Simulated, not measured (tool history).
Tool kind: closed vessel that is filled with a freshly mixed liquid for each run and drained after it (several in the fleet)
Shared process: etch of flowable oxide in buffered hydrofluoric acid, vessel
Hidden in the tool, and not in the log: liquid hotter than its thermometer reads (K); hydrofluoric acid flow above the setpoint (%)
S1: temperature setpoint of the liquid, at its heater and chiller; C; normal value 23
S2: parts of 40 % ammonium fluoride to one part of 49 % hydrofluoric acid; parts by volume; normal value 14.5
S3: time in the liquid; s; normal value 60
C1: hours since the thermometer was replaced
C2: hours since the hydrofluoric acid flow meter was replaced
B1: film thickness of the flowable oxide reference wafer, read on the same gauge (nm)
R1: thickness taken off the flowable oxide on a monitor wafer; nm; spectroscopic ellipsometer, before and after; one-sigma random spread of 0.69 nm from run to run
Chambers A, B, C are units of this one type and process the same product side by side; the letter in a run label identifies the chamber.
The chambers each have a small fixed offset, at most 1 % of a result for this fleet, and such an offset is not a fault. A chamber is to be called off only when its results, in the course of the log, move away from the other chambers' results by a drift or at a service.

run   hour    S1    S2  S3      C1      C2      B1      R1
 1A    8.5    23  14.5  60     996   632.2   89.99  114.93
 2C   18.1    23  14.5  60     693  1141.1  90.001  114.85
 3B   26.8    23  14.5  60  1035.2   453.3  89.986  115.51
 4C   33.2    23  14.5  60   708.1  1156.2  90.005  114.92
 5B   43.4    23  14.5  60  1051.8   469.9  90.002  114.55
 6A   49.8    23  14.5  60  1037.3   673.5  90.016  116.08
 7B   56.4    23    11  60  1064.8   482.9  90.015  150.72
 8C   65.9    23    11  60   740.8  1188.9  89.998  149.31
 9A     77    23    11  60  1064.5   700.7  89.996  151.62
10A   82.7    23  14.5  60  1070.2   706.4  89.978  115.81
11B   89.3    23  14.5  60  1097.7   515.8   90.03   116.9
12C   95.6    23  14.5  60   770.5  1218.6  90.013  115.81
13C  107.4    23  14.5  60   782.3  1230.4  90.014  116.63
14B  116.2    23  14.5  60  1124.6   542.7  89.975  115.57
15A  122.7    23  10.5  90  1110.2   746.4  89.989  238.48
16B  132.1    23  10.5  90  1140.5   558.6  90.029  236.46
17C  141.6    23  10.5  90   816.5  1264.6  90.006  245.74
18A  147.4    23  14.5  60  1134.9   771.1  90.015  116.26
19B  153.6    23  14.5  60    1162   580.1  89.999  115.84
20C  161.9    23  14.5  60   836.8  1284.9  90.044   118.7
21A  170.1    23  14.5  60  1157.6   793.8   89.95  115.61
22B    178    23  14.5  60  1186.4   604.5   90.06  116.48
23C  188.1    23   9.5  85     863  1311.1  89.957  250.03
24A  197.2    23   9.5  85  1184.7   820.9  90.064  244.26
25A  203.4    23   9.5  85  1190.9   827.1  90.026  243.53
     212.4  -- chamber B: hydrofluoric acid flow meter replaced
26C  214.5  20.5  14.5  60   889.4  1337.5   89.98  105.91
27B  226.7  20.5  14.5  60  1235.1    14.4  89.974  99.812
28A  238.4  20.5  14.5  60  1225.9   862.1  89.991  101.32

Each of the 3 chambers runs these same settings next. Fill in every chamber's results:
29A  247.2  23  14.5  60               ?
29B  247.2  23  14.5  60               ?
29C  247.2  23  14.5  60               ?

run      R1
29A  115.67
29B  115.95
29C  121.48
